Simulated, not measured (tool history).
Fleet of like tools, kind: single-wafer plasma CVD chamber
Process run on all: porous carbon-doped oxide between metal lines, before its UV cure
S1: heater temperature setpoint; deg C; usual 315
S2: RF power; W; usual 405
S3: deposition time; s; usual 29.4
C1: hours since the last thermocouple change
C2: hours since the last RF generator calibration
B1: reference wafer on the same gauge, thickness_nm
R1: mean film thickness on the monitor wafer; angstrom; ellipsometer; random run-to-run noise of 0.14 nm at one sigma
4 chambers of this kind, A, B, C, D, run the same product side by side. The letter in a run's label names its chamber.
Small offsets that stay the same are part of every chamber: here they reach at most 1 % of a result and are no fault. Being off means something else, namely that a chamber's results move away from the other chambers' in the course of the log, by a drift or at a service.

run 1A hour=13.0 | S1=315 S2=405 S3=29.4 | C1=1449.0 C2=991.2 | B1=117.99 | R1=1262.2
run 2D hour=23.2 | S1=315 S2=405 S3=29.4 | C1=342.7 C2=1520.3 | B1=117.94 | R1=1247.0
run 3C hour=30.4 | S1=315 S2=405 S3=29.4 | C1=41.2 C2=683.2 | B1=117.93 | R1=1247.8
run 4B hour=37.2 | S1=315 S2=405 S3=29.4 | C1=1937.4 C2=1352.5 | B1=117.93 | R1=1258.5
run 5C hour=44.4 | S1=315 S2=405 S3=29.4 | C1=55.2 C2=697.2 | B1=117.87 | R1=1245.6
run 6D hour=50.7 | S1=315 S2=405 S3=29.4 | C1=370.2 C2=1547.8 | B1=117.88 | R1=1246.9
run 7A hour=63.5 | S1=303 S2=405 S3=29.4 | C1=1499.5 C2=1041.7 | B1=117.87 | R1=1345.6
run 8B hour=70.5 | S1=303 S2=405 S3=29.4 | C1=1970.7 C2=1385.8 | B1=117.84 | R1=1341.0
run 9D hour=77.9 | S1=303 S2=405 S3=29.4 | C1=397.4 C2=1575.0 | B1=117.81 | R1=1328.8
run 10B hour=87.2 | S1=303 S2=405 S3=29.4 | C1=1987.4 C2=1402.5 | B1=117.78 | R1=1340.9
run 11A hour=97.4 | S1=315 S2=405 S3=29.4 | C1=1533.4 C2=1075.6 | B1=117.76 | R1=1262.2
run 12C hour=109.2 | S1=315 S2=405 S3=29.4 | C1=120.0 C2=762.0 | B1=117.78 | R1=1246.5
run 13A hour=117.6 | S1=315 S2=405 S3=29.4 | C1=1553.6 C2=1095.8 | B1=117.74 | R1=1262.0
run 14B hour=126.2 | S1=329 S2=405 S3=29.4 | C1=2026.4 C2=1441.5 | B1=117.75 | R1=1174.5
run 15C hour=132.6 | S1=329 S2=405 S3=29.4 | C1=143.4 C2=785.4 | B1=117.71 | R1=1163.6
run 16D hour=144.8 | S1=329 S2=405 S3=29.4 | C1=464.3 C2=1641.9 | B1=117.68 | R1=1162.5
run 17D hour=156.0 | S1=329 S2=405 S3=29.4 | C1=475.5 C2=1653.1 | B1=117.68 | R1=1161.1
run 18C hour=165.3 | S1=315 S2=405 S3=29.4 | C1=176.1 C2=818.1 | B1=117.62 | R1=1242.2
run 19B hour=175.3 | S1=315 S2=405 S3=29.4 | C1=2075.5 C2=1490.6 | B1=117.56 | R1=1259.2
run 20A hour=182.5 | S1=315 S2=405 S3=34.7 | C1=1618.5 C2=1160.7 | B1=117.60 | R1=1478.4
-- hour=186.3 chamber A: thermocouple changed; heater temperature recalibrated
run 21C hour=194.1 | S1=315 S2=405 S3=34.7 | C1=204.9 C2=846.9 | B1=117.59 | R1=1459.9
run 22B hour=201.1 | S1=315 S2=405 S3=34.7 | C1=2101.3 C2=1516.4 | B1=117.57 | R1=1473.4
run 23A hour=215.3 | S1=315 S2=405 S3=34.7 | C1=29.1 C2=1193.5 | B1=117.54 | R1=1476.2
run 24D hour=225.7 | S1=315 S2=405 S3=29.4 | C1=545.2 C2=1722.8 | B1=117.47 | R1=1244.0

What goes on in this fleet: one chamber off, a drifting gauge, or nothing beyond the chambers' own small offsets? Name the chamber and the cause, if any.

It is the gauge, not a chamber: its drift shows up in every chamber's results at once, and no chamber is off.
Likeliest cause: gauge reads low (%) = 0.456.

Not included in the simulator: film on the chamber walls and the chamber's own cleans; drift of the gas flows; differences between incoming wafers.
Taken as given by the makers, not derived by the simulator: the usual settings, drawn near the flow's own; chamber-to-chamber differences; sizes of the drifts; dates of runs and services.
